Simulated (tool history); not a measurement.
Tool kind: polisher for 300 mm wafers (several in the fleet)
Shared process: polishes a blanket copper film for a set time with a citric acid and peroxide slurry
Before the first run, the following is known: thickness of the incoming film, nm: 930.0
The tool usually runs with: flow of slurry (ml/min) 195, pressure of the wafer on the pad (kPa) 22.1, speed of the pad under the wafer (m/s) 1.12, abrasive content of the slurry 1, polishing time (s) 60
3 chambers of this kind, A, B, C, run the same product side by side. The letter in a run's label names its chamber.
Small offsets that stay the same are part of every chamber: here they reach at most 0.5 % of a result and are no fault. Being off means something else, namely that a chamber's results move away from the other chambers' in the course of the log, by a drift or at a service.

run,hour,flow of slurry (ml/min),pressure of the wafer on the pad (kPa),speed of the pad under the wafer (m/s),abrasive content of the slurry,polishing time (s),wafers polished on this pad,hours since the slurry nozzle was cleaned,hours since the head pressure was calibrated,hours since the slurry blender was calibrated,film removed (nm)
# hour 10.6: chamber C: worn pad replaced by a new one
1A,13,195,22.1,1.12,1,60,1044,306.5,258.7,180.3,145.01
2C,26,195,22.1,1.12,1,60,158,188.3,995.4,122.8,144.03
3B,36.7,195,22.1,1.12,1,60,404,108.1,283.7,55.6,144.75
# hour 39.2: chamber C: head pressure recalibrated
4B,49.3,195,22.1,1.12,1,60,534,120.7,296.3,68.2,145.7
# hour 49.6: chamber A: worn pad replaced by a new one
# hour 54.2: chamber C: slurry nozzle cleaned
5A,59.1,195,22.1,1.12,1,60,98,352.6,304.8,226.4,142.92
6C,73.3,195,22.1,1.12,1,60,643,19.2,34.2,170.1,144.69
7A,79.9,170,26.9,1.12,1,60,311,373.4,325.6,247.2,170.65
8B,89.7,170,26.9,1.12,1,60,948,161.1,336.7,108.6,172.25
9C,97.7,170,26.9,1.12,1,60,893,43.6,58.6,194.5,172.19
10A,108.4,195,22.1,1.12,1,60,604,401.9,354.1,275.7,144.4
# hour 111.2: chamber B: slurry blender recalibrated
11B,118.1,195,22.1,1.12,1,60,1240,189.5,365.1,6.9,143.23
12C,128.6,195,22.1,1.12,1,60,1211,74.5,89.5,225.4,142.36
# hour 141: chamber B: worn pad replaced by a new one
13A,141.2,195,22.1,1.12,1,60,941,434.7,386.9,308.5,142.79
# hour 141.6: chamber C: worn pad replaced by a new one
14C,149.4,165,22.1,1.12,1,60,80,95.3,110.3,246.2,141.5
15B,157.2,165,22.1,1.12,1,60,166,228.6,404.2,46,138.94
16C,166.4,165,22.1,1.12,1,60,255,112.3,127.3,263.2,140.01
17B,176.9,195,22.1,1.12,1,60,368,248.3,423.9,65.7,143.44
18A,184.6,195,22.1,1.12,0.85,60,1386,478.1,430.3,351.9,137.68
# hour 185.4: chamber A: slurry nozzle cleaned
19B,194.1,195,22.1,1.12,0.85,60,545,265.5,441.1,82.9,139.72
# hour 198: chamber A: worn pad replaced by a new one
20C,207.4,195,22.1,1.12,0.85,60,676,153.3,168.3,304.2,135.58
21A,220.4,195,22.1,0.82,1,60,229,35,466.1,387.7,103.87
# hour 223.3: chamber B: slurry blender recalibrated
22B,229.5,195,22.1,0.82,1,60,908,300.9,476.5,6.3,109.53
# hour 230.2: chamber C: slurry blender recalibrated
23C,243.7,195,22.1,0.82,1,60,1048,189.6,204.6,13.5,105.82
24A,254.1,195,22.1,1.12,1,60,575,68.7,499.8,421.4,146.32
# hour 261: chamber C: worn pad replaced by a new one
# hour 263.5: chamber C: slurry nozzle cleaned
25B,268.2,195,22.1,1.12,1,60,1305,339.6,515.2,45,143.68
26C,276.8,195,22.1,1.12,1,60,162,13.4,237.7,46.6,145.1
27A,285.9,195,22.1,1.12,1,60,902,100.5,531.6,453.2,140.5

Predict what each chamber gives when all 3 of them run the settings below next.
28A,296.6,195,22.1,1.12,1,60,,,,,?
28B,296.6,195,22.1,1.12,1,60,,,,,?
28C,296.6,195,22.1,1.12,1,60,,,,,?

run,film removed (nm)
28A,147.06
28B,141.05
28C,146.9

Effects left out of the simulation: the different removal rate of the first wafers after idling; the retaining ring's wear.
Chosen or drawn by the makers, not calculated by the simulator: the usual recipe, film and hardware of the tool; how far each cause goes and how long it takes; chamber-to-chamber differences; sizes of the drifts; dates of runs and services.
